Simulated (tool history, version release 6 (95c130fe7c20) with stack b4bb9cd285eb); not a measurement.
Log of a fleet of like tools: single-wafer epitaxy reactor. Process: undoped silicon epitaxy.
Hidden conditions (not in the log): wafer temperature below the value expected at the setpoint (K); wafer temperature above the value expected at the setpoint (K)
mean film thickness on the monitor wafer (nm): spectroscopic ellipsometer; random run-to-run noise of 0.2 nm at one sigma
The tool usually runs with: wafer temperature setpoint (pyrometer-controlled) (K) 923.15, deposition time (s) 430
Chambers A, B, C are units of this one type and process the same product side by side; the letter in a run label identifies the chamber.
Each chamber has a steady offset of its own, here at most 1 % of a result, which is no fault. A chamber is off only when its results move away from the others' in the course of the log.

run	day	wafer temperature setpoint (pyrometer-controlled) (K)	deposition time (s)	hours since the last pyrometer calibration	read-back reference wafer on the same gauge, thickness_nm	mean film thickness on the monitor wafer (nm)
1A	0.092	923.15	430	1735.5	64.894	71.629
2B	0.217	923.15	430	127.9	64.926	72.486
3C	0.346	923.15	430	1154.7	64.935	72.205
4C	0.471	923.15	430	1157.7	64.863	72.059
5A	0.621	932.15	430	1748.2	64.901	87.376
6B	0.704	932.15	430	139.6	64.875	88.137
7B	0.829	932.15	430	142.6	64.910	88.301
8C	0.979	923.15	430	1169.9	64.920	72.106
9A	1.067	923.15	430	1758.9	64.924	71.678
10A	1.204	923.15	430	1762.2	64.864	71.746
11B	1.350	923.15	430	155.1	64.897	72.655
# day 1.417: chamber A: pyrometer calibrated
12C	1.517	923.15	430	1182.8	64.882	71.972
13A	1.671	923.15	430	6.1	64.891	69.509
14B	1.762	923.15	430	165.0	64.937	72.646
15C	1.879	923.15	430	1191.5	64.966	72.509
16C	2.054	915.15	474	1195.7	64.844	66.976
17A	2.150	915.15	474	17.6	64.886	63.707
18B	2.238	915.15	474	176.4	64.901	67.298
19C	2.412	923.15	430	1204.3	64.887	72.210
20B	2.525	923.15	430	183.3	64.917	72.481

For the next run the whole fleet of 3 chambers uses the same settings. Give each chamber's results:
21A	2.654	923.15	430			?
21B	2.654	923.15	430			?
21C	2.654	923.15	430			?

run	mean film thickness on the monitor wafer (nm)
21A	69.229
21B	72.700
21C	72.414
